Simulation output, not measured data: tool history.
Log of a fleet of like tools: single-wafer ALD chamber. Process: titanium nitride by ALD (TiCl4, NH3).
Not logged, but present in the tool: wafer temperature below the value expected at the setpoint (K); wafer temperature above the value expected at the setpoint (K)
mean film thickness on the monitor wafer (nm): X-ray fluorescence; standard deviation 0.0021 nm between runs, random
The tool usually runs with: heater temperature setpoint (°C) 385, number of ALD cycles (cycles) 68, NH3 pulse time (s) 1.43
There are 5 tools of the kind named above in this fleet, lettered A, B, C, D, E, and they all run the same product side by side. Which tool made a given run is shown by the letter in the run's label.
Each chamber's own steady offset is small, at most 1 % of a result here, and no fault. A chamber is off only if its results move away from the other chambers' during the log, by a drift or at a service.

run	day	heater temperature setpoint (°C)	number of ALD cycles (cycles)	NH3 pulse time (s)	hours since the last thermocouple change	read-back reference wafer on the same gauge, thickness_nm	mean film thickness on the monitor wafer (nm)
1D	0.142	385	68	1.43	200.6	1.2395	1.4417
2B	0.333	385	68	1.43	1495.2	1.2399	1.4634
3A	0.496	385	68	1.43	1026.3	1.2399	1.4615
4E	0.579	385	68	1.43	2223.8	1.2393	1.446
5C	0.775	385	68	1.43	1695	1.2393	1.4537
6B	0.896	385	68	1.43	1508.7	1.2393	1.4599
7A	1.025	385	61	1.64	1039	1.2388	1.3196
8D	1.175	385	61	1.64	225.4	1.2387	1.3061
9E	1.329	385	61	1.64	2241.8	1.2384	1.305
10C	1.512	385	61	1.64	1712.7	1.2384	1.3151
11B	1.667	385	61	1.64	1527.2	1.238	1.3221
12C	1.758	385	68	1.43	1718.6	1.2382	1.4521
13A	1.862	385	68	1.43	1059.1	1.2379	1.4596
14D	2.025	385	68	1.43	245.8	1.2376	1.4433
15E	2.15	385	68	1.43	2261.5	1.2378	1.4417
16B	2.242	374	63	1.43	1541	1.2375	1.3358
17A	2.429	374	63	1.43	1072.7	1.2374	1.326
18D	2.554	374	63	1.43	258.5	1.2371	1.311
19E	2.646	374	63	1.43	2273.4	1.2372	1.3197
20C	2.783	374	63	1.43	1743.2	1.2368	1.324
21A	2.917	385	68	1.43	1084.4	1.2368	1.459
22C	3.062	385	68	1.43	1749.9	1.2365	1.4529
23D	3.221	385	68	1.43	274.5	1.236	1.4366
24B	3.396	385	68	1.43	1568.7	1.2355	1.4603
25E	3.512	385	68	1.43	2294.2	1.236	1.4418
26D	3.675	385	68	1.43	285.4	1.236	1.4352
27E	3.808	385	68	1.43	2301.3	1.2356	1.4445
28C	3.917	385	68	1.43	1770.4	1.2353	1.4529
29A	4	385	68	1.43	1110.4	1.2353	1.4549
30B	4.167	385	68	1.43	1587.2	1.2353	1.4571
31B	4.292	385	68	1.43	1590.2	1.2349	1.4572
32C	4.467	385	68	1.43	1783.6	1.2348	1.4495
33A	4.654	385	68	1.43	1126.1	1.2343	1.4555
34D	4.846	385	73	1.43	313.5	1.2343	1.5448
35E	4.962	385	73	1.43	2329	1.2343	1.5453
36D	5.062	385	73	1.43	318.7	1.2339	1.5412
37C	5.179	385	73	1.43	1800.7	1.2339	1.5541
38E	5.354	385	73	1.43	2338.4	1.2345	1.546
39B	5.512	385	68	1.43	1619.5	1.2337	1.4556
40A	5.638	385	68	1.43	1149.7	1.2334	1.4495
41D	5.762	385	68	1.43	335.5	1.2335	1.4346
42A	5.942	385	68	1.43	1157	1.2332	1.4517
43E	6.096	385	68	1.43	2356.2	1.2332	1.442

Has any chamber moved away from the others, gradually or after a service, or does the common gauge drift, or do the chambers differ only by their own small steady offsets? State the chamber and the most likely cause if one applies.

Every chamber seems to shift together because the gauge that measures them all drifts; the chambers themselves are fine.
Cause: gauge reads low (%) = 0.582.
